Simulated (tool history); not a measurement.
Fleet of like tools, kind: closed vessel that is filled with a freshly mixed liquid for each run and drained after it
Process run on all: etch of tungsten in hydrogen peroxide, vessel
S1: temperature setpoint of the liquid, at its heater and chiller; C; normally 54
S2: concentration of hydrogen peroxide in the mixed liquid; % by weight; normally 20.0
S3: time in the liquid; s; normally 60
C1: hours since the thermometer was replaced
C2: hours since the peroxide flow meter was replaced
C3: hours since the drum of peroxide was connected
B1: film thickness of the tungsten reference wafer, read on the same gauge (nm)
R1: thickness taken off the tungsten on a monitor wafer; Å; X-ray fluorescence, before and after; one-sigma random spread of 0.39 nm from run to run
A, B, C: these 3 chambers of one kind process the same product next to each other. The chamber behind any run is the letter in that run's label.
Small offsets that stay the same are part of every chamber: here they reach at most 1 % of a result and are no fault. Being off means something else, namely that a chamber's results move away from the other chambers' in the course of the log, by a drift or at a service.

| run | hour | S1 | S2 | S3 | C1 | C2 | C3 | B1 | R1 |
|---|---|---|---|---|---|---|---|---|---|
| 1B | 9.9 | 54 | 20.0 | 60 | 615.6 | 406.0 | 503.4 | 120.01 | 1183.80 |
|  | 14.9 | chamber B: new drum of peroxide connected |
| 2C | 21.8 | 54 | 20.0 | 60 | 642.8 | 1222.4 | 312.8 | 119.99 | 1195.20 |
| 3A | 28.7 | 54 | 20.0 | 60 | 2296.2 | 296.6 | 213.6 | 120.00 | 1180.70 |
| 4B | 34.8 | 54 | 20.0 | 60 | 640.5 | 430.9 | 19.9 | 120.00 | 1195.90 |
| 5C | 44.7 | 54 | 20.0 | 60 | 665.7 | 1245.3 | 335.7 | 119.98 | 1189.70 |
| 6A | 53.0 | 54 | 20.0 | 60 | 2320.5 | 320.9 | 237.9 | 119.98 | 1170.70 |
| 7A | 63.8 | 54 | 20.0 | 60 | 2331.3 | 331.7 | 248.7 | 119.99 | 1176.20 |
| 8B | 75.0 | 54 | 20.0 | 60 | 680.7 | 471.1 | 60.1 | 119.99 | 1188.90 |
| 9C | 80.6 | 54 | 20.0 | 60 | 701.6 | 1281.2 | 371.6 | 119.99 | 1197.30 |
|  | 84.5 | chamber A: thermometer replaced |
| 10C | 91.0 | 54 | 20.0 | 60 | 712.0 | 1291.6 | 382.0 | 120.00 | 1194.60 |
| 11B | 101.9 | 54 | 20.0 | 60 | 707.6 | 498.0 | 87.0 | 119.99 | 1189.80 |
| 12A | 111.0 | 54 | 20.0 | 60 | 26.6 | 378.9 | 295.9 | 120.01 | 1182.40 |
|  | 112.0 | chamber C: new drum of peroxide connected |
| 13B | 122.2 | 54 | 20.0 | 60 | 727.9 | 518.3 | 107.3 | 119.98 | 1181.40 |
| 14C | 133.2 | 54 | 20.0 | 60 | 754.2 | 1333.8 | 21.2 | 119.98 | 1193.40 |
| 15A | 139.2 | 54 | 20.0 | 60 | 54.8 | 407.1 | 324.1 | 119.99 | 1169.90 |
| 16B | 150.8 | 54 | 20.0 | 60 | 756.5 | 546.9 | 135.9 | 120.00 | 1188.10 |
| 17A | 162.5 | 54 | 20.0 | 60 | 78.1 | 430.4 | 347.4 | 120.01 | 1179.00 |
| 18C | 173.0 | 54 | 20.0 | 60 | 794.0 | 1373.6 | 61.0 | 119.98 | 1201.30 |
| 19B | 179.6 | 54 | 20.0 | 60 | 785.3 | 575.7 | 164.7 | 120.01 | 1188.00 |
| 20A | 190.0 | 54 | 20.0 | 60 | 105.6 | 457.9 | 374.9 | 119.99 | 1174.70 |
| 21C | 199.5 | 54 | 20.0 | 60 | 820.5 | 1400.1 | 87.5 | 120.01 | 1196.10 |
| 22B | 208.7 | 54 | 20.0 | 60 | 814.4 | 604.8 | 193.8 | 120.01 | 1183.70 |
| 23C | 219.5 | 54 | 20.0 | 60 | 840.5 | 1420.1 | 107.5 | 120.00 | 1192.70 |
| 24A | 229.9 | 54 | 20.0 | 60 | 145.5 | 497.8 | 414.8 | 120.00 | 1185.40 |
| 25B | 241.1 | 54 | 20.0 | 60 | 846.8 | 637.2 | 226.2 | 119.99 | 1189.70 |
| 26A | 253.0 | 54 | 20.0 | 60 | 168.6 | 520.9 | 437.9 | 119.97 | 1173.20 |
| 27C | 259.2 | 54 | 20.0 | 60 | 880.2 | 1459.8 | 147.2 | 120.01 | 1188.80 |
| 28A | 267.6 | 54 | 20.0 | 60 | 183.2 | 535.5 | 452.5 | 120.00 | 1172.20 |
| 29B | 279.0 | 54 | 15.5 | 50 | 884.7 | 675.1 | 264.1 | 120.00 | 868.22 |
| 30C | 284.7 | 54 | 15.5 | 50 | 905.7 | 1485.3 | 172.7 | 119.99 | 874.73 |
| 31B | 292.3 | 54 | 15.5 | 50 | 898.0 | 688.4 | 277.4 | 120.01 | 868.64 |
| 32C | 303.2 | 54 | 20.0 | 60 | 924.2 | 1503.8 | 191.2 | 120.02 | 1188.70 |
| 33A | 313.9 | 54 | 20.0 | 90 | 229.5 | 581.8 | 498.8 | 120.01 | 1765.30 |
| 34A | 325.5 | 54 | 20.0 | 90 | 241.1 | 593.4 | 510.4 | 120.00 | 1770.70 |
| 35C | 334.5 | 54 | 20.0 | 90 | 955.5 | 1535.1 | 222.5 | 120.01 | 1796.20 |
| 36B | 340.2 | 54 | 20.0 | 60 | 945.9 | 736.3 | 325.3 | 119.98 | 1183.80 |
| 37A | 345.6 | 54 | 20.0 | 60 | 261.2 | 613.5 | 530.5 | 120.01 | 1171.30 |
| 38C | 354.7 | 54 | 20.0 | 60 | 975.7 | 1555.3 | 242.7 | 120.01 | 1195.90 |
| 39B | 366.7 | 54 | 20.0 | 60 | 972.4 | 762.8 | 351.8 | 119.99 | 1184.70 |
| 40B | 372.1 | 54 | 20.0 | 60 | 977.8 | 768.2 | 357.2 | 119.99 | 1180.60 |

Is one chamber off against the others, does the gauge drift, or is nothing wrong? If a chamber is off, say which, and what the likeliest cause is.

Beyond each chamber's small constant offset nothing stands out, and the gauge stays steady.
